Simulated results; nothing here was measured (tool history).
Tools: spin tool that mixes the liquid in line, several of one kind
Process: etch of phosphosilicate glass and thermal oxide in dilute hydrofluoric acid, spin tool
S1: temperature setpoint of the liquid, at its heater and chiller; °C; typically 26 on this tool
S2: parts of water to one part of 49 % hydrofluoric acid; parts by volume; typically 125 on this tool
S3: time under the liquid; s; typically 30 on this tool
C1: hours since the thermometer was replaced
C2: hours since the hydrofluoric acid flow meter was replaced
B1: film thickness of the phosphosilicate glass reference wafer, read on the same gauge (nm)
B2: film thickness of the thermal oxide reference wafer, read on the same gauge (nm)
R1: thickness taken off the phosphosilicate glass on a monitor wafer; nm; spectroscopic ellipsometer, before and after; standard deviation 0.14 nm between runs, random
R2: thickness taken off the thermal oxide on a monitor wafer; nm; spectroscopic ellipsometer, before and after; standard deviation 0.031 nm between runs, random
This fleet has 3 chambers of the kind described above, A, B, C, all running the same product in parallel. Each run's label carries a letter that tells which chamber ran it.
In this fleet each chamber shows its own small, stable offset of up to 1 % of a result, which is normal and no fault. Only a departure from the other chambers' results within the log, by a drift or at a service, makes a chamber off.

run 1B day=0.221 | S1=26 S2=125 S3=30 | C1=578.2 C2=86.2 | B1=109.99 B2=29.983 | R1=29.831 R2=1.2221
run 2A day=0.412 | S1=26 S2=125 S3=30 | C1=345.4 C2=2166.7 | B1=109.98 B2=30.015 | R1=30.084 R2=1.2138
run 3C day=0.546 | S1=26 S2=125 S3=30 | C1=161.1 C2=266 | B1=110.01 B2=30 | R1=29.666 R2=1.2608
run 4A day=0.758 | S1=26 S2=125 S3=30 | C1=353.7 C2=2175 | B1=110.04 B2=30.018 | R1=30.139 R2=1.1971
run 5C day=0.908 | S1=26 S2=125 S3=30 | C1=169.8 C2=274.7 | B1=110.02 B2=29.99 | R1=29.612 R2=1.2412
run 6B day=1.104 | S1=26 S2=125 S3=30 | C1=599.4 C2=107.4 | B1=109.99 B2=29.983 | R1=29.759 R2=1.2054
-- day=1.112 chamber A: hydrofluoric acid flow meter replaced
run 7A day=1.329 | S1=26 S2=125 S3=30 | C1=367.4 C2=5.2 | B1=110.01 B2=30.008 | R1=30.041 R2=1.1778
run 8B day=1.488 | S1=26 S2=125 S3=30 | C1=608.6 C2=116.6 | B1=109.97 B2=29.984 | R1=29.85 R2=1.2667
run 9C day=1.712 | S1=26 S2=90 S3=15 | C1=189.1 C2=294 | B1=110 B2=30.003 | R1=21.47 R2=0.88166
run 10B day=1.875 | S1=26 S2=90 S3=15 | C1=617.9 C2=125.9 | B1=109.99 B2=29.987 | R1=21.429 R2=0.91308
run 11A day=2.075 | S1=26 S2=90 S3=15 | C1=385.3 C2=23.1 | B1=110 B2=29.98 | R1=21.983 R2=0.93177
run 12C day=2.212 | S1=26 S2=125 S3=30 | C1=201.1 C2=306 | B1=109.98 B2=30.006 | R1=29.635 R2=1.309
run 13B day=2.429 | S1=26 S2=125 S3=30 | C1=631.2 C2=139.2 | B1=109.98 B2=29.982 | R1=30.298 R2=1.2477
run 14C day=2.542 | S1=31 S2=125 S3=40 | C1=209 C2=313.9 | B1=110.01 B2=30.014 | R1=48.008 R2=2.008
run 15A day=2.683 | S1=31 S2=125 S3=40 | C1=399.9 C2=37.7 | B1=109.98 B2=29.993 | R1=48.586 R2=2.0465
run 16C day=2.8 | S1=31 S2=125 S3=40 | C1=215.2 C2=320.1 | B1=109.98 B2=29.999 | R1=47.596 R2=2.0856
run 17A day=3.025 | S1=26 S2=125 S3=30 | C1=408.1 C2=45.9 | B1=110.02 B2=30.005 | R1=30.219 R2=1.2435
run 18B day=3.204 | S1=26 S2=125 S3=30 | C1=649.8 C2=157.8 | B1=109.98 B2=29.988 | R1=29.809 R2=1.2572
run 19B day=3.4 | S1=26 S2=125 S3=30 | C1=654.5 C2=162.5 | B1=110.03 B2=30 | R1=29.995 R2=1.2546
run 20A day=3.608 | S1=26 S2=125 S3=30 | C1=422.1 C2=59.9 | B1=109.97 B2=30.009 | R1=30.029 R2=1.2194
run 21C day=3.717 | S1=26 S2=125 S3=30 | C1=237.2 C2=342.1 | B1=109.96 B2=30.012 | R1=29.723 R2=1.2063
run 22A day=3.917 | S1=26 S2=125 S3=30 | C1=429.5 C2=67.3 | B1=110 B2=30.025 | R1=29.928 R2=1.1777
run 23B day=4.079 | S1=30.5 S2=125 S3=45 | C1=670.8 C2=178.8 | B1=110 B2=30.017 | R1=52.937 R2=2.2192
run 24C day=4.267 | S1=30.5 S2=125 S3=45 | C1=250.4 C2=355.3 | B1=110.01 B2=29.972 | R1=52.538 R2=2.1916
run 25A day=4.488 | S1=30.5 S2=125 S3=45 | C1=443.2 C2=81 | B1=109.99 B2=29.969 | R1=53.903 R2=2.0434
run 26B day=4.625 | S1=22.5 S2=125 S3=30 | C1=683.9 C2=191.9 | B1=109.98 B2=30.014 | R1=26.037 R2=1.121
run 27C day=4.854 | S1=22.5 S2=125 S3=30 | C1=264.5 C2=369.4 | B1=109.99 B2=29.992 | R1=25.991 R2=1.0787
run 28C day=5.004 | S1=22.5 S2=125 S3=30 | C1=268.1 C2=373 | B1=110 B2=30.012 | R1=25.908 R2=1.0852

Predict what each chamber gives when all 3 of them run the settings below next.
run 29A day=5.167 | S1=26 S2=125 S3=30 | R1=? R2=?
run 29B day=5.167 | S1=26 S2=125 S3=30 | R1=? R2=?
run 29C day=5.167 | S1=26 S2=125 S3=30 | R1=? R2=?

run=29A R1=30.298 R2=1.2506
run=29B R1=29.717 R2=1.2477
run=29C R1=29.63 R2=1.2086
